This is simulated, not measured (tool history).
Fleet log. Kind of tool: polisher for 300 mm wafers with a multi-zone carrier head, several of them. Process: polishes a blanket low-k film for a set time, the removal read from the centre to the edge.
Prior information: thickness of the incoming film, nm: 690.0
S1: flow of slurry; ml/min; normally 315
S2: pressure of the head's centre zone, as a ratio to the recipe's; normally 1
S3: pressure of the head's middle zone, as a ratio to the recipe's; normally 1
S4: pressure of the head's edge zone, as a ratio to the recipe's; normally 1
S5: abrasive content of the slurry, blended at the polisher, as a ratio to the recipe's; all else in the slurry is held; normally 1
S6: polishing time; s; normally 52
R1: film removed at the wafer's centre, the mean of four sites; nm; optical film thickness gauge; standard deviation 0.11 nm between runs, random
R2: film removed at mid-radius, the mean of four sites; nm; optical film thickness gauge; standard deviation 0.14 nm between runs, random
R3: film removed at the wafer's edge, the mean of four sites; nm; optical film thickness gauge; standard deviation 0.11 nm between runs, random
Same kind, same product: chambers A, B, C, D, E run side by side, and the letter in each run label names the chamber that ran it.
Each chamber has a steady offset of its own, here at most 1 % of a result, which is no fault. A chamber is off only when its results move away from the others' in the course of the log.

run	hour	S1	S2	S3	S4	S5	S6	R1	R2	R3
1E	3.2	315	1	1	1	1	52	11.614	11.691	11.778
2B	7.9	315	1	1	1	1	52	11.484	11.73	11.779
3A	11.7	315	1	1	1	1	52	11.749	11.761	11.567
# hour 12.2: chamber E: centre zone pressure recalibrated
4D	14.7	315	1	1	1	1	52	11.653	11.887	11.665
5C	19	395	0.92	1	1	1	52	10.825	12.05	11.841
6A	22.4	395	0.92	1	1	1	52	10.767	12.203	11.91
7D	25	395	0.92	1	1	1	52	10.99	11.915	11.91
8B	28.3	395	0.92	1	1	1	52	10.789	11.754	11.957
9C	32.8	395	0.92	1	1	1	52	10.744	11.94	11.681
10E	35.9	315	1	1	0.9	0.85	52	10.9	10.608	10.22
# hour 37: chamber C: worn pad replaced by a new one
11C	38.5	315	1	1	0.9	0.85	52	10.887	10.698	10.353
# hour 39.6: chamber B: centre zone pressure recalibrated
12D	41.5	315	1	1	0.9	0.85	52	10.652	10.628	10.044
13E	45.2	315	1	1	0.9	0.85	52	10.832	10.944	10.21
14A	50.3	315	1	1	0.9	0.85	52	10.753	10.901	10.292
15B	52.9	315	1	1	1	1	52	11.63	11.476	11.746
16C	57.8	315	1	1	1	1	52	11.673	11.946	11.81
17D	60.7	315	1	1	1	1	52	11.26	11.323	11.431
18A	65.2	315	1	1	1	1	52	11.723	11.926	11.521
19E	67.9	315	1	1	1	1	52	11.576	11.969	11.527
20B	72.6	315	1	1	1	1	52	11.556	11.601	11.581
21A	76.9	315	1	1	1	1	52	11.714	11.658	11.827
22E	80.1	315	1	1	1	1	52	11.897	11.582	11.865
23B	83.7	315	1	1	1	1	52	11.59	11.864	11.692
24C	86.5	315	1.04	1	1	1	52	12.091	11.702	11.414
25D	89.1	315	1.04	1	1	1	52	11.215	11.02	10.891
# hour 90.4: chamber C: slurry nozzle cleaned
26A	92.4	315	1.04	1	1	1	52	12.043	11.743	11.671
27E	94.6	315	1.04	1	1	1	52	12.257	11.778	11.848
28D	98.5	315	1.04	1	1	1	52	11.187	10.68	10.817
29C	103	315	1	1	1	1	52	11.474	11.606	11.542
30B	105.4	315	1	1	1	1	52	11.656	11.511	11.705
31E	108.6	315	1	1	1	1	52	11.764	11.808	11.826
32D	112	315	1	1	1	1	52	10.501	10.724	10.572

Is one chamber off against the others, does the gauge drift, or is nothing wrong? If a chamber is off, say which, and what the likeliest cause is.

One chamber, D, drifts off from the rest bit by bit.
What lies behind it: removal rate lost through wear of the pad, % = 10.6.

Which of the 4 candidates below, each the usual settings with something changed and its results left as question marks, puts chamber D back in line with what the other chambers give on the usual settings?
To be in line, a result may differ from the other chambers' mean on the usual settings by at most: R1 0.39 nm; R2 0.48 nm; R3 0.39 nm
33D-1	115.6	320	1	1	1.01	1.05	61	?	?	?
33D-2	115.6	315	1	1	1	1.05	57	?	?	?
33D-3	115.6	310	0.99	0.99	1	0.95	44	?	?	?
33D-4	115.6	315	1	1	1	0.95	48	?	?	?

The other chambers' mean on the usual settings: R1 11.64 nm; R2 11.657 nm; R3 11.654 nm
run	R1	R2	R3
33D-1	12.596	12.649	12.565
33D-2	11.751	11.802	11.667
33D-3	8.5496	8.6073	8.5905
33D-4	9.4482	9.4896	9.381
33D-2 is the one that brings the chamber's results back in line with the other chambers.
